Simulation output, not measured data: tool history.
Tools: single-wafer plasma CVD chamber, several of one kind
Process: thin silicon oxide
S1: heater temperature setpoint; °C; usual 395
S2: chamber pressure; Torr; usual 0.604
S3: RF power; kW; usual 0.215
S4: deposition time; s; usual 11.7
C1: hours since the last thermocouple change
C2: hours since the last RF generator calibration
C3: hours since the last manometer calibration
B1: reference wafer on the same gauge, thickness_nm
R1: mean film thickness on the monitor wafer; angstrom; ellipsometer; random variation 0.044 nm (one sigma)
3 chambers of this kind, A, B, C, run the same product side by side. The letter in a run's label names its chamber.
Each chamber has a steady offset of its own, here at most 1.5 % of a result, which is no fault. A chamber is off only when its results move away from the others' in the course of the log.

Run 1C, day 0.088: usual settings; C1 901.5; C2 1521.1; C3 875.5; B1 15.084. Result: R1 137.88 angstrom.
Run 2B, day 0.175: usual settings; C1 1403; C2 742.5; C3 287.1; B1 15.094. Result: R1 139.62 angstrom.
Run 3A, day 0.312: usual settings; C1 1938.5; C2 1131.7; C3 2386.1; B1 15.101. Result: R1 139.6 angstrom.
Run 4A, day 0.404: usual settings; C1 1940.7; C2 1133.9; C3 2388.3; B1 15.111. Result: R1 140.61 angstrom.
Run 5C, day 0.554: usual settings; C1 912.7; C2 1532.3; C3 886.7; B1 15.099. Result: R1 136.97 angstrom.
Run 6B, day 0.654: usual settings; C1 1414.5; C2 754; C3 298.6; B1 15.102. Result: R1 139.09 angstrom.
Run 7B, day 0.754: usual settings; C1 1416.9; C2 756.4; C3 301; B1 15.1. Result: R1 139.42 angstrom.
Run 8A, day 0.904: usual settings; C1 1952.7; C2 1145.9; C3 2400.3; B1 15.097. Result: R1 139.68 angstrom.
Run 9C, day 1.008: usual settings; C1 923.6; C2 1543.2; C3 897.6; B1 15.095. Result: R1 136.23 angstrom.
Run 10B, day 1.129: usual settings; C1 1425.9; C2 765.4; C3 310; B1 15.103. Result: R1 139.45 angstrom.
Run 11A, day 1.246: usual settings; C1 1960.9; C2 1154.1; C3 2408.5; B1 15.106. Result: R1 140.49 angstrom.
Run 12C, day 1.346: usual settings; C1 931.7; C2 1551.3; C3 905.7; B1 15.095. Result: R1 136.54 angstrom.
Run 13A, day 1.529: usual settings; C1 1967.7; C2 1160.9; C3 2415.3; B1 15.105. Result: R1 139.92 angstrom.
Run 14C, day 1.675: usual settings; C1 939.6; C2 1559.2; C3 913.6; B1 15.1. Result: R1 137.87 angstrom.
Run 15B, day 1.804: usual settings; C1 1442.1; C2 781.6; C3 326.2; B1 15.106. Result: R1 139.79 angstrom.
Run 16C, day 1.904: usual settings; C1 945.1; C2 1564.7; C3 919.1; B1 15.105. Result: R1 136.96 angstrom.
Run 17B, day 2.004: usual settings; C1 1446.9; C2 786.4; C3 331; B1 15.104. Result: R1 140.9 angstrom.
Run 18A, day 2.096: usual settings; C1 1981.3; C2 1174.5; C3 2428.9; B1 15.101. Result: R1 140.45 angstrom.
Run 19C, day 2.208: usual settings; C1 952.4; C2 1572; C3 926.4; B1 15.096. Result: R1 136.48 angstrom.
Run 20A, day 2.342: usual settings; C1 1987.2; C2 1180.4; C3 2434.8; B1 15.106. Result: R1 139.47 angstrom.
Run 21B, day 2.496: usual settings; C1 1458.7; C2 798.2; C3 342.8; B1 15.096. Result: R1 139.62 angstrom.
Run 22C, day 2.625: usual settings; C1 962.4; C2 1582; C3 936.4; B1 15.1. Result: R1 135.73 angstrom.
Run 23B, day 2.783: usual settings; C1 1465.6; C2 805.1; C3 349.7; B1 15.113. Result: R1 139.45 angstrom.
Run 24A, day 2.967: usual settings; C1 2002.2; C2 1195.4; C3 2449.8; B1 15.106. Result: R1 139.48 angstrom.
Run 25A, day 3.1: usual settings; C1 2005.4; C2 1198.6; C3 2453; B1 15.094. Result: R1 139.64 angstrom.
Run 26C, day 3.212: usual settings; C1 976.5; C2 1596.1; C3 950.5; B1 15.083. Result: R1 135.41 angstrom.
Run 27B, day 3.312: usual settings; C1 1478.3; C2 817.8; C3 362.4; B1 15.093. Result: R1 139.6 angstrom.
Run 28B, day 3.45: usual settings; C1 1481.6; C2 821.1; C3 365.7; B1 15.108. Result: R1 139.73 angstrom.
Run 29A, day 3.625: usual settings; C1 2018; C2 1211.2; C3 2465.6; B1 15.092. Result: R1 140.06 angstrom.
Run 30C, day 3.733: usual settings; C1 989; C2 1608.6; C3 963; B1 15.091. Result: R1 134.65 angstrom.
At day 3.879: chamber C: thermocouple changed; heater temperature recalibrated.
Run 31C, day 3.883: usual settings; C1 0.2; C2 1612.2; C3 966.6; B1 15.089. Result: R1 134.2 angstrom.
Run 32A, day 3.979: usual settings; C1 2026.5; C2 1219.7; C3 2474.1; B1 15.099. Result: R1 139.45 angstrom.
Run 33B, day 4.108: usual settings; C1 1497.4; C2 836.9; C3 381.5; B1 15.111. Result: R1 140.09 angstrom.
Run 34B, day 4.288: usual settings; C1 1501.7; C2 841.2; C3 385.8; B1 15.107. Result: R1 140.85 angstrom.
Run 35A, day 4.471: usual settings; C1 2038.3; C2 1231.5; C3 2485.9; B1 15.108. Result: R1 139.59 angstrom.

What goes on in this fleet: one chamber off, a drifting gauge, or nothing beyond the chambers' own small offsets? Name the chamber and the cause, if any.

Chamber C drifts away from the others.
Cause: true pressure below the setpoint (%) = 2.97.
The log may not tell that from: delivered RF power below the setpoint (%).

Here are 4 candidates for chamber C's next run, each the usual settings with a change, their results left as question marks. Which one brings its results back in line with what the others give on the usual settings?
In line means no further than this from the other chambers' mean on the usual settings: R1 1.6 angstrom
Run 36C-1, day 4.617: usual settings but S2 0.569 Torr, S4 11.3 s. Result: R1 ?.
Run 36C-2, day 4.617: usual settings but S2 0.632 Torr. Result: R1 ?.
Run 36C-3, day 4.617: usual settings but S3 0.265 kW. Result: R1 ?.
Run 36C-4, day 4.617: usual settings but S2 0.587 Torr, S4 11.5 s. Result: R1 ?.

The other chambers' mean on the usual settings: R1 139.77 angstrom
  run      R1
36C-1  120.05
36C-2  139.65
36C-3  146.38
36C-4  126.56
36C-2 brings the chamber back in line.
